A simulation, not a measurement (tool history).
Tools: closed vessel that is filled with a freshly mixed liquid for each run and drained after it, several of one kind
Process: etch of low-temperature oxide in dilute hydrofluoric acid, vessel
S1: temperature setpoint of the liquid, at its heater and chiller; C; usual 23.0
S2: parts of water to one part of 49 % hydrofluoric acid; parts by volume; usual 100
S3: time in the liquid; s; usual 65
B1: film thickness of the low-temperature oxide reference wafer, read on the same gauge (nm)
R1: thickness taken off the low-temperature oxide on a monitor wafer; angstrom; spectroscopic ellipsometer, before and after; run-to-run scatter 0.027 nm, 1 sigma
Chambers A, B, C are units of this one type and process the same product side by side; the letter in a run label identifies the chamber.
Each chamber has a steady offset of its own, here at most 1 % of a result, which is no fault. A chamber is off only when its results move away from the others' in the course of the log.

run,day,S1,S2,S3,B1,R1
1B,0.454,23.0,100,65,80.034,66.390
2C,0.788,23.0,100,65,79.980,66.212
3A,1.117,23.0,100,65,80.005,65.941
4B,1.662,23.0,100,65,79.978,66.441
5A,2.004,23.0,100,65,80.039,66.209
6C,2.375,23.0,100,65,80.020,66.062
# day 2.408: chamber A: thermometer replaced
7A,2.896,23.0,100,65,79.985,66.155
8C,3.242,23.0,100,65,80.011,65.854
9B,3.879,23.0,100,65,80.016,66.558
10A,4.379,23.0,100,65,80.039,66.322
11C,4.792,23.0,100,65,80.054,66.277
12B,5.329,23.0,100,65,79.996,66.633
13A,5.929,23.0,100,65,79.968,65.786
14C,6.338,23.0,100,65,79.995,65.969
15B,6.712,23.0,100,65,79.996,65.744
16B,7.112,23.0,100,65,79.953,66.328
17A,7.604,23.0,100,65,80.020,65.986
18C,8.079,23.0,100,65,79.960,66.051
19B,8.500,23.0,100,65,79.995,66.590
20A,8.846,23.0,100,65,80.049,65.720
# day 8.896: chamber C: thermometer replaced
21C,9.371,23.0,100,65,79.967,65.236
22A,10.000,23.0,100,65,80.048,65.220
23B,10.612,23.0,100,65,80.007,66.450
24C,11.054,23.0,100,65,80.006,65.587
25C,11.558,23.0,100,65,80.012,65.636
26A,12.138,23.0,100,65,80.022,64.882
# day 12.475: chamber B: hydrofluoric acid flow meter replaced
27B,12.696,23.0,100,65,79.980,66.864
28B,13.038,23.0,100,65,79.949,67.180
29C,13.421,23.0,100,65,80.008,66.263
30A,13.942,23.0,100,65,79.987,63.997
31B,14.479,23.0,85,65,79.948,80.661
32A,14.908,23.0,85,65,80.021,76.581
33C,15.329,23.0,85,65,80.019,79.051
34A,15.921,23.0,100,65,79.974,64.005
35C,16.562,23.0,100,65,79.987,65.912
36B,16.946,23.0,100,65,79.997,66.511

Has any chamber moved away from the others, gradually or after a service, or does the common gauge drift, or do the chambers differ only by their own small steady offsets? State the chamber and the most likely cause if one applies.

It is chamber A that slowly wanders off from its peers.
Most likely cause: hydrofluoric acid flow below the setpoint (%) = 4.01.
With only this log, it may be confused with: liquid colder than its thermometer reads (K).

Below are 4 candidate recipes for chamber A's next run, each the usual settings with a change, their results shown as question marks. Which of them brings A's results back in line with what the other chambers give on the usual settings?
In-line tolerance around the mean of the other chambers on the usual settings: R1 0.940 angstrom
37A-1,17.408,22.0,100,65,,?
37A-2,17.408,24.0,100,65,,?
37A-3,17.408,23.0,100,60,,?
37A-4,17.408,25.0,100,65,,?

The mean the other chambers reach with the usual settings: R1 66.225 angstrom
run,R1
37A-1,60.764
37A-2,65.858
37A-3,58.404
37A-4,68.552
It is 37A-2 that realigns the chamber with its peers.
